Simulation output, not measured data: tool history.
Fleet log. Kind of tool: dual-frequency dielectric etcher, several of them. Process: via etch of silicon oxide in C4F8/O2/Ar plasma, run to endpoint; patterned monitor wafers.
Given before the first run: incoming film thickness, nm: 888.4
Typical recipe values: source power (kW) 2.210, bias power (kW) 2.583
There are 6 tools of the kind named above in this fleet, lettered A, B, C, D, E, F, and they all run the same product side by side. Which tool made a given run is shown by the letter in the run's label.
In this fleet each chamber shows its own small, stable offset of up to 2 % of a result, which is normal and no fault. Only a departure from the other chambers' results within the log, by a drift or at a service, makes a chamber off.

run,day,source power (kW),bias power (kW),hours since the last wet clean,hours since the last source power generator calibration,hours since the last bias power generator calibration,endpoint time (s)
# day 0.358: chamber E: wet clean of the chamber
1C,0.388,2.210,2.583,362.7,1886.2,430.0,153.52
2E,0.650,2.210,2.583,7.1,144.9,1199.8,155.42
3A,0.892,2.210,2.583,68.2,1208.6,1088.2,156.29
4D,1.271,2.210,2.583,173.6,2031.4,852.6,157.11
5F,1.458,2.210,2.583,349.6,2626.5,260.0,154.39
6B,1.792,2.210,2.583,231.3,283.0,858.1,159.44
7D,2.129,2.210,2.854,194.2,2052.0,873.2,153.47
8F,2.421,2.210,2.854,372.7,2649.6,283.1,150.32
9A,2.742,2.210,2.854,112.6,1253.0,1132.6,152.57
10C,3.058,2.210,2.854,426.8,1950.3,494.1,149.12
11E,3.292,2.210,2.854,70.5,208.3,1263.2,150.93
# day 3.525: chamber F: wet clean of the chamber
12B,3.529,2.210,2.854,273.0,324.7,899.8,152.78
13C,3.875,2.210,2.583,446.4,1969.9,513.7,153.69
14D,4.088,2.210,2.583,241.2,2099.0,920.2,155.69
15F,4.362,2.210,2.583,20.2,2696.2,329.7,155.17
16B,4.596,2.210,2.110,298.6,350.3,925.4,167.31
17A,5.012,2.210,2.110,167.1,1307.5,1187.1,165.67
18E,5.425,2.210,2.110,121.7,259.5,1314.4,166.75
# day 5.621: chamber C: wet clean of the chamber
19A,5.721,2.210,2.110,184.1,1324.5,1204.1,165.72
20B,5.988,2.210,2.110,332.0,383.7,958.8,165.31
21E,6.196,2.210,2.110,140.2,278.0,1332.9,164.92
22D,6.396,2.210,2.583,296.6,2154.4,975.6,153.21
23F,6.658,2.210,2.583,75.3,2751.3,384.8,154.51
24C,7.071,2.560,2.921,34.9,2046.6,590.4,138.60
25B,7.421,2.560,2.921,366.4,418.1,993.2,142.53
26F,7.708,2.560,2.921,100.5,2776.5,410.0,142.05
27C,7.912,2.560,2.921,55.1,2066.8,610.6,140.21
28A,8.200,2.560,2.921,243.6,1384.0,1263.6,141.54
29E,8.542,2.560,2.921,196.5,334.3,1389.2,141.57
30D,8.812,2.210,2.583,354.6,2212.4,1033.6,153.17
31D,9.175,2.210,2.583,363.3,2221.1,1042.3,150.90
32B,9.512,1.700,2.583,416.6,468.3,1043.4,173.30
33F,9.912,1.700,2.583,153.4,2829.4,462.9,173.14
# day 9.996: chamber B: wet clean of the chamber
34C,10.179,1.700,2.583,109.5,2121.2,665.0,172.80
35A,10.483,1.700,2.583,298.4,1438.8,1318.4,173.50
36E,10.792,1.700,2.583,250.5,388.3,1443.2,172.81
37F,11.171,1.700,2.583,183.6,2859.6,493.1,170.61
38D,11.558,2.210,2.583,420.5,2278.3,1099.5,151.69
39A,11.808,2.210,2.583,330.2,1470.6,1350.2,156.43
40C,12.150,2.210,2.583,156.8,2168.5,712.3,152.85
41B,12.408,2.530,2.235,57.9,537.8,1112.9,154.58
42E,12.738,2.530,2.235,297.2,435.0,1489.9,154.62

All chambers now run identical settings, listed one chamber a line with results as question marks. What results will each chamber show?
43A,13.038,2.210,2.583,,,,?
43B,13.038,2.210,2.583,,,,?
43C,13.038,2.210,2.583,,,,?
43D,13.038,2.210,2.583,,,,?
43E,13.038,2.210,2.583,,,,?
43F,13.038,2.210,2.583,,,,?

run,endpoint time (s)
43A,158.30
43B,157.55
43C,153.50
43D,149.53
43E,155.96
43F,157.25
